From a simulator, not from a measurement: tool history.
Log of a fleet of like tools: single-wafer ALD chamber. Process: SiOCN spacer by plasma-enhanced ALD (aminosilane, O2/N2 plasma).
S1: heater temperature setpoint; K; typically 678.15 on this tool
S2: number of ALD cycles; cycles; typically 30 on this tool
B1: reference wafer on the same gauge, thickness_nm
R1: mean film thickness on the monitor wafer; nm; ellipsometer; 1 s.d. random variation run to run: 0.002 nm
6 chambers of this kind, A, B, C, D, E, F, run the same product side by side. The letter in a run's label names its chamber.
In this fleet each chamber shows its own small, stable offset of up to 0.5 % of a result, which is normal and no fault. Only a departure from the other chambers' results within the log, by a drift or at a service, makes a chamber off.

| run | hour | S1 | S2 | B1 | R1 |
|---|---|---|---|---|---|
|  | 1.8 | chamber B: thermocouple changed; heater temperature recalibrated |
| 1A | 12.3 | 678.15 | 30 | 1.6901 | 1.7847 |
| 2E | 25.3 | 678.15 | 30 | 1.6896 | 1.7786 |
|  | 26.2 | chamber A: thermocouple changed; heater temperature recalibrated |
| 3F | 31.2 | 678.15 | 30 | 1.6895 | 1.7760 |
| 4D | 43.2 | 678.15 | 30 | 1.6890 | 1.7768 |
| 5B | 53.2 | 678.15 | 30 | 1.6882 | 1.7856 |
| 6C | 63.1 | 678.15 | 30 | 1.6888 | 1.7743 |
| 7B | 71.1 | 678.15 | 30 | 1.6894 | 1.7830 |
| 8F | 78.5 | 678.15 | 30 | 1.6887 | 1.7773 |
| 9C | 91.5 | 678.15 | 30 | 1.6881 | 1.7735 |
| 10A | 102.3 | 678.15 | 25 | 1.6881 | 1.4847 |
| 11D | 110.5 | 678.15 | 25 | 1.6878 | 1.4816 |
| 12E | 116.7 | 678.15 | 25 | 1.6876 | 1.4790 |
| 13E | 127.2 | 678.15 | 25 | 1.6880 | 1.4780 |
| 14C | 137.7 | 678.15 | 25 | 1.6872 | 1.4759 |
| 15D | 150.7 | 678.15 | 25 | 1.6870 | 1.4793 |
| 16F | 159.2 | 678.15 | 30 | 1.6871 | 1.7734 |
| 17B | 170.2 | 678.15 | 30 | 1.6866 | 1.7842 |
| 18A | 177.7 | 678.15 | 30 | 1.6865 | 1.7776 |
| 19F | 188.5 | 678.15 | 30 | 1.6864 | 1.7768 |
| 20D | 196.5 | 678.15 | 24 | 1.6863 | 1.4210 |
| 21E | 206.2 | 678.15 | 24 | 1.6860 | 1.4213 |
| 22C | 214.8 | 678.15 | 24 | 1.6859 | 1.4173 |
| 23A | 223.5 | 678.15 | 24 | 1.6857 | 1.4236 |
| 24B | 231.7 | 678.15 | 24 | 1.6860 | 1.4217 |
| 25F | 237.9 | 678.15 | 24 | 1.6852 | 1.4169 |
| 26C | 249.9 | 678.15 | 30 | 1.6851 | 1.7705 |
| 27D | 262.8 | 678.15 | 30 | 1.6850 | 1.7728 |
| 28E | 273.0 | 678.15 | 30 | 1.6851 | 1.7719 |
| 29A | 283.8 | 678.15 | 30 | 1.6846 | 1.7785 |
| 30B | 292.0 | 678.15 | 30 | 1.6842 | 1.7802 |
| 31A | 303.6 | 678.15 | 30 | 1.6845 | 1.7747 |
| 32C | 311.6 | 678.15 | 30 | 1.6837 | 1.7682 |
| 33D | 320.9 | 678.15 | 30 | 1.6838 | 1.7696 |
| 34E | 332.3 | 678.15 | 30 | 1.6834 | 1.7725 |
| 35F | 343.1 | 678.15 | 30 | 1.6838 | 1.7713 |
| 36B | 354.7 | 678.15 | 30 | 1.6836 | 1.7797 |
| 37F | 363.8 | 678.15 | 30 | 1.6833 | 1.7722 |
| 38C | 374.0 | 678.15 | 30 | 1.6825 | 1.7683 |
| 39A | 384.2 | 678.15 | 30 | 1.6825 | 1.7705 |
| 40D | 394.4 | 678.15 | 30 | 1.6820 | 1.7718 |

What goes on in this fleet: one chamber off, a drifting gauge, or nothing beyond the chambers' own small offsets? Name the chamber and the cause, if any.

The shared gauge is drifting. All chambers look as if they move in step, but none is off.
Likeliest cause: gauge reads low (%) = 0.46.

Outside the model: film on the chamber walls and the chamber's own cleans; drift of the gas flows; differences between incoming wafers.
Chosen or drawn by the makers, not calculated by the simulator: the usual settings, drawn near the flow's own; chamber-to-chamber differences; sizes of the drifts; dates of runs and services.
